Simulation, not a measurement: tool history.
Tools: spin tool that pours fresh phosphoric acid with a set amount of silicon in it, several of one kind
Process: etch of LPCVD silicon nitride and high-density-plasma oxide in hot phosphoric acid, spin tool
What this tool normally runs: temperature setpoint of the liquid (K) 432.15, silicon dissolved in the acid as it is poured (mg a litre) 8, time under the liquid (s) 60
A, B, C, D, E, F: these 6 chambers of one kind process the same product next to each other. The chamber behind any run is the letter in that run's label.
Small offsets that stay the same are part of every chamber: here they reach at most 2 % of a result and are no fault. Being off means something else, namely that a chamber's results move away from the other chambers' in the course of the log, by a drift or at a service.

| run | day | temperature setpoint of the liquid (K) | silicon dissolved in the acid as it is poured (mg a litre) | time under the liquid (s) | hours since the thermometer was replaced | hours since the dissolved silicon flow meter was replaced | hours since the heated supply line was repaired | read-back film thickness of the LPCVD silicon nitride reference wafer, read on the same gauge (nm) | read-back film thickness of the high-density-plasma oxide reference wafer, read on the same gauge (nm) | thickness taken off the LPCVD silicon nitride on a monitor wafer (Å) | thickness taken off the high-density-plasma oxide on a monitor wafer (Å) |
|---|---|---|---|---|---|---|---|---|---|---|---|
| 1E | 0.271 | 432.15 | 8 | 60 | 1575.7 | 1635.3 | 2216.4 | 69.974 | 30.002 | 46.039 | 1.4154 |
| 2D | 0.467 | 432.15 | 8 | 60 | 479.6 | 501.2 | 1366.9 | 69.978 | 29.982 | 46.693 | 1.6724 |
|  | 0.596 | chamber A: heated supply line repaired |
| 3B | 0.775 | 432.15 | 8 | 60 | 490.4 | 494.5 | 646 | 69.994 | 30.013 | 45.955 | 0.92123 |
| 4F | 1.075 | 432.15 | 8 | 60 | 280.2 | 1307.3 | 1786.4 | 69.967 | 30.002 | 46.316 | 1.1826 |
| 5A | 1.379 | 432.15 | 8 | 60 | 1386.9 | 1688.7 | 18.9 | 70.023 | 29.993 | 47.039 | 1.2655 |
| 6C | 1.625 | 432.15 | 8 | 60 | 191.1 | 618.3 | 1023.7 | 69.997 | 30.017 | 45.979 | 1.5657 |
| 7D | 1.792 | 432.15 | 8 | 60 | 511.4 | 533 | 1398.7 | 70.03 | 30.017 | 46.593 | 0.90697 |
| 8B | 1.975 | 432.15 | 8 | 60 | 519.2 | 523.3 | 674.8 | 69.996 | 30.021 | 46.41 | 1.4111 |
| 9F | 2.188 | 432.15 | 8 | 40 | 306.9 | 1334 | 1813.1 | 69.953 | 30.01 | 31.327 | 0.93911 |
| 10C | 2.354 | 432.15 | 8 | 40 | 208.6 | 635.8 | 1041.2 | 70.012 | 30.021 | 30.929 | 1.0887 |
| 11E | 2.654 | 432.15 | 8 | 40 | 1632.9 | 1692.5 | 2273.6 | 69.978 | 30.016 | 30.768 | 1.0508 |
|  | 2.675 | chamber F: dissolved silicon flow meter replaced |
| 12A | 2.892 | 432.15 | 8 | 40 | 1423.2 | 1725 | 55.2 | 69.962 | 30.001 | 31.42 | 0.87296 |
|  | 2.946 | chamber E: thermometer replaced |
| 13D | 3.146 | 432.15 | 8 | 40 | 543.9 | 565.5 | 1431.2 | 70.003 | 29.992 | 31.032 | 0.69121 |
| 14A | 3.404 | 432.15 | 8 | 40 | 1435.5 | 1737.3 | 67.5 | 70.046 | 29.976 | 31.186 | 0.99803 |
| 15B | 3.571 | 434.65 | 8 | 80 | 557.5 | 561.6 | 713.1 | 70.005 | 30 | 66.308 | 1.816 |
| 16F | 3.808 | 434.65 | 8 | 80 | 345.8 | 27.2 | 1852 | 69.983 | 29.968 | 67.757 | 2.2575 |
| 17E | 4.067 | 434.65 | 8 | 80 | 26.9 | 1726.4 | 2307.5 | 70.013 | 30.005 | 66.837 | 2.4274 |
| 18C | 4.242 | 434.65 | 8 | 80 | 253.9 | 681.1 | 1086.5 | 69.996 | 29.993 | 67.12 | 1.3667 |
|  | 4.367 | chamber B: thermometer replaced |
| 19A | 4.412 | 434.65 | 8 | 80 | 1459.7 | 1761.5 | 91.7 | 70.017 | 29.985 | 68.026 | 2.8216 |
| 20E | 4.642 | 434.65 | 8 | 80 | 40.7 | 1740.2 | 2321.3 | 70.035 | 29.994 | 66.372 | 2.6264 |
| 21F | 4.954 | 432.15 | 8 | 60 | 373.3 | 54.7 | 1879.5 | 69.98 | 30.02 | 46.179 | 1.3277 |
| 22D | 5.133 | 432.15 | 8 | 60 | 591.6 | 613.2 | 1478.9 | 69.937 | 29.997 | 46.372 | 1.4752 |
| 23B | 5.329 | 432.15 | 8 | 60 | 23.2 | 603.8 | 755.3 | 69.969 | 30.034 | 45.773 | 1.4373 |
| 24C | 5.521 | 432.15 | 8 | 60 | 284.6 | 711.8 | 1117.2 | 69.999 | 29.993 | 46.773 | 1.5992 |
| 25A | 5.8 | 432.15 | 8 | 60 | 1493 | 1794.8 | 125 | 69.997 | 29.992 | 46.603 | 1.1525 |
| 26F | 6 | 432.15 | 8 | 60 | 398.4 | 79.8 | 1904.6 | 69.992 | 30.022 | 46.693 | 1.4966 |
| 27D | 6.208 | 432.15 | 8 | 60 | 617.4 | 639 | 1504.7 | 70.025 | 29.978 | 47.027 | 1.5472 |
| 28C | 6.425 | 432.15 | 8 | 60 | 306.3 | 733.5 | 1138.9 | 70.017 | 29.991 | 46.549 | 1.2461 |
| 29B | 6.612 | 432.15 | 8 | 60 | 54 | 634.6 | 786.1 | 70.006 | 30.026 | 45.88 | 1.4393 |
| 30E | 6.838 | 431.15 | 8 | 60 | 93.4 | 1792.9 | 2374 | 70.024 | 30.026 | 44.183 | 1.2338 |
| 31C | 6.983 | 431.15 | 8 | 60 | 319.7 | 746.9 | 1152.3 | 70.012 | 29.995 | 44.265 | 1.3255 |
| 32B | 7.262 | 431.15 | 8 | 60 | 69.6 | 650.2 | 801.7 | 70.011 | 29.989 | 44.656 | 1.0828 |
| 33E | 7.479 | 431.15 | 8 | 60 | 108.8 | 1808.3 | 2389.4 | 69.997 | 29.987 | 44.695 | 1.3501 |
| 34D | 7.658 | 431.15 | 8 | 60 | 652.2 | 673.8 | 1539.5 | 69.986 | 29.984 | 45.551 | 0.8346 |
| 35A | 7.904 | 431.15 | 8 | 60 | 1543.5 | 1845.3 | 175.5 | 70.008 | 30.013 | 45.305 | 1.5441 |
| 36F | 8.167 | 432.15 | 8 | 60 | 450.4 | 131.8 | 1956.6 | 69.974 | 30.043 | 46.701 | 1.2813 |
| 37E | 8.471 | 432.15 | 8 | 60 | 132.6 | 1832.1 | 2413.2 | 69.953 | 30.02 | 45.866 | 1.2537 |
| 38A | 8.754 | 432.15 | 8 | 60 | 1563.9 | 1865.7 | 195.9 | 69.965 | 30.003 | 47.13 | 1.8529 |

One chamber off, gauge drift, or nothing amiss beyond the chambers' own small offsets? If it is a chamber, which one, and what is the likeliest cause?

All chambers stay in line apart from their small fixed offsets, and the gauge does not drift.
